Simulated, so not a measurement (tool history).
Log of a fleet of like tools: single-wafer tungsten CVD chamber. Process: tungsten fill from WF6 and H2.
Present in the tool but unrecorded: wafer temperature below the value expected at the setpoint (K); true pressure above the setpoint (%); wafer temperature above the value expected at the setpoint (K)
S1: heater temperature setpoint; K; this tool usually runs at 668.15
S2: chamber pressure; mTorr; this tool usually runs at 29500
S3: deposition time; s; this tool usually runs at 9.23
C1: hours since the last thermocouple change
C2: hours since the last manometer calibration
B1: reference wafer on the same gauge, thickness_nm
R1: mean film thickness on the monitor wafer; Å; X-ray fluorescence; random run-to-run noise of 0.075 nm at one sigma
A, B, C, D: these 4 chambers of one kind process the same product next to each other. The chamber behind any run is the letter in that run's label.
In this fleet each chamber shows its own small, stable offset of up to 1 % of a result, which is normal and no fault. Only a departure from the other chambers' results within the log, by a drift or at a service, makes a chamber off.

Run 1C, hour 8.0: usual settings; C1 353.9; C2 1539.9; B1 22.597. Result: R1 243.51 Å.
Run 2A, hour 22.6: usual settings; C1 2029.9; C2 717.0; B1 22.602. Result: R1 239.16 Å.
Run 3B, hour 31.2: usual settings; C1 202.0; C2 151.1; B1 22.599. Result: R1 238.98 Å.
Run 4D, hour 41.7: usual settings; C1 1692.9; C2 463.0; B1 22.603. Result: R1 238.48 Å.
Run 5D, hour 51.7: usual settings but S3 7.54 s; C1 1702.9; C2 473.0; B1 22.591. Result: R1 194.21 Å.
Run 6A, hour 61.6: usual settings but S3 7.54 s; C1 2068.9; C2 756.0; B1 22.608. Result: R1 197.22 Å.
Run 7C, hour 78.0: usual settings but S3 7.54 s; C1 423.9; C2 1609.9; B1 22.595. Result: R1 199.39 Å.
Run 8B, hour 92.0: usual settings but S3 7.54 s; C1 262.8; C2 211.9; B1 22.597. Result: R1 194.50 Å.
Run 9A, hour 108.1: usual settings; C1 2115.4; C2 802.5; B1 22.595. Result: R1 239.63 Å.
Run 10B, hour 120.0: usual settings; C1 290.8; C2 239.9; B1 22.613. Result: R1 240.98 Å.
Run 11D, hour 132.2: usual settings; C1 1783.4; C2 553.5; B1 22.581. Result: R1 239.44 Å.
Run 12C, hour 147.4: usual settings; C1 493.3; C2 1679.3; B1 22.616. Result: R1 242.59 Å.
Run 13B, hour 157.6: usual settings; C1 328.4; C2 277.5; B1 22.588. Result: R1 240.14 Å.
Run 14D, hour 167.9: usual settings; C1 1819.1; C2 589.2; B1 22.611. Result: R1 239.22 Å.
Run 15C, hour 182.1: usual settings; C1 528.0; C2 1714.0; B1 22.597. Result: R1 242.46 Å.
Run 16A, hour 193.8: usual settings; C1 2201.1; C2 888.2; B1 22.614. Result: R1 239.76 Å.
Run 17C, hour 205.3: usual settings; C1 551.2; C2 1737.2; B1 22.590. Result: R1 242.88 Å.
Run 18B, hour 214.2: usual settings; C1 385.0; C2 334.1; B1 22.580. Result: R1 238.53 Å.
Run 19A, hour 225.7: usual settings; C1 2233.0; C2 920.1; B1 22.597. Result: R1 240.73 Å.
Run 20D, hour 234.6: usual settings; C1 1885.8; C2 655.9; B1 22.598. Result: R1 236.82 Å.
Run 21D, hour 249.4: usual settings; C1 1900.6; C2 670.7; B1 22.589. Result: R1 236.72 Å.
Run 22C, hour 265.7: usual settings; C1 611.6; C2 1797.6; B1 22.589. Result: R1 242.61 Å.
Run 23A, hour 274.8: usual settings; C1 2282.1; C2 969.2; B1 22.618. Result: R1 239.64 Å.
Run 24B, hour 290.7: usual settings but S2 33600 mTorr, S3 8.28 s; C1 461.5; C2 410.6; B1 22.606. Result: R1 228.83 Å.
Run 25C, hour 299.0: usual settings but S2 33600 mTorr, S3 8.28 s; C1 644.9; C2 1830.9; B1 22.607. Result: R1 231.36 Å.
Run 26B, hour 306.4: usual settings but S2 33600 mTorr, S3 8.28 s; C1 477.2; C2 426.3; B1 22.601. Result: R1 227.30 Å.
Run 27D, hour 319.9: usual settings but S2 33600 mTorr, S3 8.28 s; C1 1971.1; C2 741.2; B1 22.596. Result: R1 224.83 Å.

Predict what each chamber gives when all 4 of them run the settings below next.
Run 28A, hour 331.7: usual settings but S2 22700 mTorr. Result: R1 ?.
Run 28B, hour 331.7: usual settings but S2 22700 mTorr. Result: R1 ?.
Run 28C, hour 331.7: usual settings but S2 22700 mTorr. Result: R1 ?.
Run 28D, hour 331.7: usual settings but S2 22700 mTorr. Result: R1 ?.

run      R1
28A  212.13
28B  211.21
28C  213.20
28D  206.97
